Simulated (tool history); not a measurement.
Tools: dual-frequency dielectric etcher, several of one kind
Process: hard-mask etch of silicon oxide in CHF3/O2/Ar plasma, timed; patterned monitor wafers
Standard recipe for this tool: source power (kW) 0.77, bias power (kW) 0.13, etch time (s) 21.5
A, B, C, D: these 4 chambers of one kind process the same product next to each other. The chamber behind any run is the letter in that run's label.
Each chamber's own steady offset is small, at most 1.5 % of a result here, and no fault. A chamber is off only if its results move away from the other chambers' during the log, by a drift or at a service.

run     day  source power (kW)  bias power (kW)  etch time (s)  hours since the last wet clean  hours since the last source power generator calibration  hours since the last bias power generator calibration  read-back reference wafer on the same gauge, depth_nm  mean etch depth across the wafer (angstrom)
 1D   0.279               0.77             0.13           21.5                           270.5                                                    309.2                                                 1367.1                                                 49.964                                       423.47
 2C   0.654               0.77             0.13           21.5                           230.8                                                   1201.3                                                  282.5                                                 50.058                                       417.01
 3B   1.017               0.77             0.13           21.5                           238.5                                                      358                                                  584.9                                                 49.917                                       414.14
 4A   1.538               0.77             0.13           21.5                            53.9                                                   1591.8                                                   1325                                                 49.988                                       421.08
 5C   2.042               0.77             0.13           21.5                           264.1                                                   1234.6                                                  315.8                                                 50.023                                       418.28
 6B   2.462               0.77             0.13           21.5                           273.2                                                    392.7                                                  619.6                                                 49.993                                       414.36
 7D   2.925               0.77             0.13           21.5                             334                                                    372.7                                                 1430.6                                                 50.019                                       421.35
 8A   3.208               0.77             0.13           21.5                              94                                                   1631.9                                                 1365.1                                                 49.997                                       425.82
 9D   3.579               0.77             0.13           21.5                           349.7                                                    388.4                                                 1446.3                                                 50.026                                       420.52
10A   3.921               0.77            0.148           24.5                           111.1                                                     1649                                                 1382.2                                                 49.968                                       500.58
11B   4.467               0.77            0.148           24.5                           321.3                                                    440.8                                                  667.7                                                 49.987                                       491.35
12C   4.817               0.77            0.148           24.5                           330.7                                                   1301.2                                                  382.4                                                 49.954                                       493.12
13B   5.138               0.77            0.148           24.5                           337.4                                                    456.9                                                  683.8                                                 50.059                                       497.14
14D   5.508               0.77             0.13           21.5                             396                                                    434.7                                                 1492.6                                                  50.03                                       421.11
15C   6.129               0.77             0.13           21.5                           362.2                                                   1332.7                                                  413.9                                                  49.98                                       418.17
16A   6.429               0.77             0.13           21.5                           171.3                                                   1709.2                                                 1442.4                                                 50.004                                       420.62
17B   6.725               0.59            0.152           21.5                           375.5                                                      495                                                  721.9                                                 50.013                                       394.02
18C   7.238               0.59            0.152           21.5                           388.8                                                   1359.3                                                  440.5                                                 49.998                                       394.59
19A   7.646               0.59            0.152           21.5                           200.5                                                   1738.4                                                 1471.6                                                 49.966                                       397.36
20D   7.912               0.59            0.152           21.5                           453.7                                                    492.4                                                 1550.3                                                 50.064                                       396.38
21A   8.492               0.77             0.13           25.5                           220.8                                                   1758.7                                                 1491.9                                                  50.07                                       498.75
22C   8.775               0.77             0.13           25.5                           425.7                                                   1396.2                                                  477.4                                                 49.986                                       493.12
23D   9.179               0.77             0.13           25.5                           484.1                                                    522.8                                                 1580.7                                                 49.979                                       499.61
      9.258  -- chamber D: wet clean of the chamber
24B   9.758               0.77             0.13           25.5                           448.3                                                    567.8                                                  794.7                                                 49.981                                       491.34
25C  10.388               0.77             0.13           21.5                           464.4                                                   1434.9                                                  516.1                                                 49.932                                       419.01
26B  10.783               0.77             0.13           21.5                           472.9                                                    592.4                                                  819.3                                                 49.959                                        417.1
     11.012  -- chamber C: wet clean of the chamber
     11.154  -- chamber B: wet clean of the chamber
27A  11.192               0.77             0.13           21.5                           285.6                                                   1823.5                                                 1556.7                                                  50.08                                       417.92
28D  11.725               0.77             0.13           21.5                            59.3                                                    583.9                                                 1641.8                                                 49.959                                       419.01
29C  12.292               0.77             0.13           21.5                            30.8                                                   1480.6                                                  561.8                                                 49.932                                       396.17
     12.733  -- chamber A: wet clean of the chamber
30B   12.75               0.77             0.13           21.5                            38.4                                                    639.6                                                  866.5                                                 50.054                                       413.48
31D  13.325               0.77             0.13           21.5                            97.7                                                    622.3                                                 1680.2                                                 49.944                                       423.48
32A  13.775               0.94            0.158           21.5                              25                                                   1885.5                                                 1618.7                                                 50.051                                       483.23
33B  14.246               0.94            0.158           21.5                            74.3                                                    675.5                                                  902.4                                                 49.993                                       479.58
34A    14.8               0.94            0.158           21.5                            49.6                                                   1910.1                                                 1643.3                                                 50.056                                       482.68
35C  15.308               0.94            0.158           21.5                           103.2                                                     1553                                                  634.2                                                 49.957                                       455.14
36D  15.929               0.77             0.13           21.5                           160.2                                                    684.8                                                 1742.7                                                 50.081                                       421.32
37D  16.258               0.77            0.115           21.5                           168.1                                                    692.7                                                 1750.6                                                 50.018                                       404.15
38B   16.85               0.77            0.115           21.5                           136.8                                                      738                                                  964.9                                                 49.978                                       401.53
39A  17.225               0.77            0.115           21.5                           107.8                                                   1968.3                                                 1701.5                                                 49.987                                       404.38
40C    17.6               0.77            0.115           21.5                           158.2                                                     1608                                                  689.2                                                 50.038                                        382.1

One chamber off, gauge drift, or nothing amiss beyond the chambers' own small offsets? If it is a chamber, which one, and what is the likeliest cause?

Chamber C came out of a service off from its peers and stayed that way.
Likeliest cause: etch rate under this chamber's usual, % = 4.84.

Here are 4 candidates for chamber C's next run, each the usual settings with a change, their results left as question marks. Which one brings its results back in line with what the others give on the usual settings?
A result is in line if it is within this distance of the other chambers' mean on the usual settings: mean etch depth across the wafer (angstrom) 8
41C-1  18.046               0.81             0.13           21.5                                                                                                                                                                                                                                                   ?
41C-2  18.046               0.76            0.129           20.5                                                                                                                                                                                                                                                   ?
41C-3  18.046               0.77             0.13             21                                                                                                                                                                                                                                                   ?
41C-4  18.046               0.77            0.152           21.5                                                                                                                                                                                                                                                   ?

Other chambers, usual settings, mean: mean etch depth across the wafer (angstrom) 418.93
  run  mean etch depth across the wafer (angstrom)
41C-1                                       405.27
41C-2                                        375.9
41C-3                                       387.99
41C-4                                       417.36
41C-4 is the one that brings the chamber's results back in line with the other chambers.

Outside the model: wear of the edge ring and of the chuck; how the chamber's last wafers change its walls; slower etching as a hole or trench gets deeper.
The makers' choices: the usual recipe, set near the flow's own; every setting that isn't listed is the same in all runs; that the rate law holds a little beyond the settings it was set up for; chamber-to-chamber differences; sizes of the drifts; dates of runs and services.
